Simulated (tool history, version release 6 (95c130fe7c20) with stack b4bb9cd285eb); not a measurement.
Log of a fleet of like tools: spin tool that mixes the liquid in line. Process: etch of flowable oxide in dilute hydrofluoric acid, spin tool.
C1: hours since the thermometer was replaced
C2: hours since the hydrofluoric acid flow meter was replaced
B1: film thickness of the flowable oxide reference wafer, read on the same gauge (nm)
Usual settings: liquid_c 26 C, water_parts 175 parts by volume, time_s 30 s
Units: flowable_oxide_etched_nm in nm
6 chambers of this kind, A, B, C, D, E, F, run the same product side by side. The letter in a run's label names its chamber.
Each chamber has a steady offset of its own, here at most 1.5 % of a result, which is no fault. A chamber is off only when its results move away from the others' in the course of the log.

Run 1B, hour 13.2: usual settings; C1 296.8; C2 596.2; B1 60.002. Result: flowable_oxide_etched_nm 10.646 nm.
Run 2F, hour 21.7: usual settings; C1 431.4; C2 748.1; B1 60.008. Result: flowable_oxide_etched_nm 10.552 nm.
At hour 30.5: chamber F: hydrofluoric acid flow meter replaced.
Run 3A, hour 32.5: usual settings; C1 1743.5; C2 1044.4; B1 60.018. Result: flowable_oxide_etched_nm 10.341 nm.
Run 4C, hour 45.8: usual settings; C1 473; C2 1199.5; B1 59.996. Result: flowable_oxide_etched_nm 10.486 nm.
Run 5E, hour 51.9: usual settings; C1 1342.9; C2 1367.2; B1 60.01. Result: flowable_oxide_etched_nm 10.765 nm.
Run 6D, hour 58.5: usual settings but water_parts 110 parts by volume; C1 273.7; C2 889.7; B1 60. Result: flowable_oxide_etched_nm 17.986 nm.
Run 7A, hour 65.7: usual settings but water_parts 110 parts by volume; C1 1776.7; C2 1077.6; B1 59.978. Result: flowable_oxide_etched_nm 18.112 nm.
Run 8C, hour 77: usual settings but water_parts 110 parts by volume; C1 504.2; C2 1230.7; B1 59.988. Result: flowable_oxide_etched_nm 18.16 nm.
Run 9B, hour 86.4: usual settings but water_parts 110 parts by volume; C1 370; C2 669.4; B1 60.008. Result: flowable_oxide_etched_nm 18.116 nm.
Run 10F, hour 93.7: usual settings but water_parts 110 parts by volume; C1 503.4; C2 63.2; B1 59.996. Result: flowable_oxide_etched_nm 18.112 nm.
Run 11D, hour 104.2: usual settings but water_parts 110 parts by volume; C1 319.4; C2 935.4; B1 60.006. Result: flowable_oxide_etched_nm 18.49 nm.
Run 12E, hour 116.3: usual settings; C1 1407.3; C2 1431.6; B1 59.999. Result: flowable_oxide_etched_nm 10.688 nm.
Run 13D, hour 125.8: usual settings; C1 341; C2 957; B1 60.001. Result: flowable_oxide_etched_nm 10.591 nm.
Run 14A, hour 131.8: usual settings but water_parts 135 parts by volume; C1 1842.8; C2 1143.7; B1 60.003. Result: flowable_oxide_etched_nm 14.128 nm.
Run 15F, hour 143: usual settings but water_parts 135 parts by volume; C1 552.7; C2 112.5; B1 60.009. Result: flowable_oxide_etched_nm 14.538 nm.
Run 16B, hour 151: usual settings but water_parts 135 parts by volume; C1 434.6; C2 734; B1 59.991. Result: flowable_oxide_etched_nm 13.992 nm.
Run 17E, hour 157.7: usual settings but water_parts 135 parts by volume; C1 1448.7; C2 1473; B1 59.998. Result: flowable_oxide_etched_nm 14.488 nm.
Run 18C, hour 163.5: usual settings but water_parts 135 parts by volume; C1 590.7; C2 1317.2; B1 59.975. Result: flowable_oxide_etched_nm 14.389 nm.
Run 19C, hour 176.1: usual settings but water_parts 135 parts by volume; C1 603.3; C2 1329.8; B1 59.989. Result: flowable_oxide_etched_nm 14.415 nm.
Run 20A, hour 184.9: usual settings; C1 1895.9; C2 1196.8; B1 60.019. Result: flowable_oxide_etched_nm 10.448 nm.
Run 21B, hour 190.8: usual settings but water_parts 220 parts by volume; C1 474.4; C2 773.8; B1 59.998. Result: flowable_oxide_etched_nm 7.9701 nm.
Run 22D, hour 200.1: usual settings but water_parts 220 parts by volume; C1 415.3; C2 1031.3; B1 60.009. Result: flowable_oxide_etched_nm 8.0332 nm.
Run 23F, hour 208.3: usual settings but water_parts 220 parts by volume; C1 618; C2 177.8; B1 59.986. Result: flowable_oxide_etched_nm 8.0286 nm.
Run 24E, hour 214.1: usual settings but water_parts 220 parts by volume; C1 1505.1; C2 1529.4; B1 59.99. Result: flowable_oxide_etched_nm 7.9122 nm.
At hour 216.1: chamber B: hydrofluoric acid flow meter replaced.
Run 25C, hour 219.9: usual settings but water_parts 220 parts by volume; C1 647.1; C2 1373.6; B1 59.988. Result: flowable_oxide_etched_nm 7.924 nm.
Run 26E, hour 232: usual settings but water_parts 220 parts by volume; C1 1523; C2 1547.3; B1 60.01. Result: flowable_oxide_etched_nm 7.9968 nm.
Run 27A, hour 238.7: usual settings; C1 1949.7; C2 1250.6; B1 60. Result: flowable_oxide_etched_nm 10.513 nm.
Run 28B, hour 247.2: usual settings; C1 530.8; C2 31.1; B1 59.995. Result: flowable_oxide_etched_nm 10.499 nm.
At hour 254.9: chamber E: hydrofluoric acid flow meter replaced.
Run 29D, hour 257.4: usual settings; C1 472.6; C2 1088.6; B1 59.987. Result: flowable_oxide_etched_nm 10.826 nm.
Run 30F, hour 269: usual settings but liquid_c 23 C, water_parts 145 parts by volume; C1 678.7; C2 238.5; B1 59.972. Result: flowable_oxide_etched_nm 11.677 nm.
Run 31C, hour 277.2: usual settings but liquid_c 23 C, water_parts 145 parts by volume; C1 704.4; C2 1430.9; B1 60.015. Result: flowable_oxide_etched_nm 11.713 nm.
Run 32B, hour 287.1: usual settings but liquid_c 23 C, water_parts 145 parts by volume; C1 570.7; C2 71; B1 60.01. Result: flowable_oxide_etched_nm 11.754 nm.
Run 33D, hour 295.6: usual settings but liquid_c 23 C, water_parts 145 parts by volume; C1 510.8; C2 1126.8; B1 59.996. Result: flowable_oxide_etched_nm 12.226 nm.
Run 34F, hour 301.5: usual settings but liquid_c 23 C, water_parts 145 parts by volume; C1 711.2; C2 271; B1 59.989. Result: flowable_oxide_etched_nm 11.854 nm.
Run 35A, hour 311: usual settings but liquid_c 23 C, water_parts 145 parts by volume; C1 2022; C2 1322.9; B1 59.981. Result: flowable_oxide_etched_nm 11.566 nm.
Run 36E, hour 319.6: usual settings; C1 1610.6; C2 64.7; B1 59.992. Result: flowable_oxide_etched_nm 10.485 nm.
Run 37C, hour 328.9: usual settings; C1 756.1; C2 1482.6; B1 59.997. Result: flowable_oxide_etched_nm 10.468 nm.
Run 38E, hour 336.9: usual settings but time_s 40 s; C1 1627.9; C2 82; B1 60.012. Result: flowable_oxide_etched_nm 14.149 nm.
Run 39A, hour 350: usual settings but time_s 40 s; C1 2061; C2 1361.9; B1 59.988. Result: flowable_oxide_etched_nm 13.828 nm.
Run 40F, hour 358.6: usual settings but time_s 40 s; C1 768.3; C2 328.1; B1 60.005. Result: flowable_oxide_etched_nm 14.112 nm.
Run 41B, hour 368.3: usual settings but time_s 40 s; C1 651.9; C2 152.2; B1 59.995. Result: flowable_oxide_etched_nm 14.171 nm.

What goes on in this fleet: one chamber off, a drifting gauge, or nothing beyond the chambers' own small offsets? Name the chamber and the cause, if any.

Chamber D drifts away from the others.
Cause: hydrofluoric acid flow above the setpoint (%) = 5.51.
The log may not tell that from: liquid hotter than its thermometer reads (K).

Here are 4 candidates for chamber D's next run, each the usual settings with a change, their results left as question marks. Which one brings its results back in line with what the others give on the usual settings?
In line means no further than this from the other chambers' mean on the usual settings: flowable_oxide_etched_nm 0.31 nm
Run 42D-1, hour 377.9: usual settings but liquid_c 27.5 C. Result: flowable_oxide_etched_nm ?.
Run 42D-2, hour 377.9: usual settings but water_parts 160 parts by volume. Result: flowable_oxide_etched_nm ?.
Run 42D-3, hour 377.9: usual settings but water_parts 190 parts by volume. Result: flowable_oxide_etched_nm ?.
Run 42D-4, hour 377.9: usual settings but water_parts 185 parts by volume. Result: flowable_oxide_etched_nm ?.

The other chambers' mean on the usual settings: flowable_oxide_etched_nm 10.512 nm
  run  flowable_oxide_etched_nm
42D-1                    11.779
42D-2                    12.425
42D-3                    10.089
42D-4                    10.423
42D-4 brings the chamber back in line.

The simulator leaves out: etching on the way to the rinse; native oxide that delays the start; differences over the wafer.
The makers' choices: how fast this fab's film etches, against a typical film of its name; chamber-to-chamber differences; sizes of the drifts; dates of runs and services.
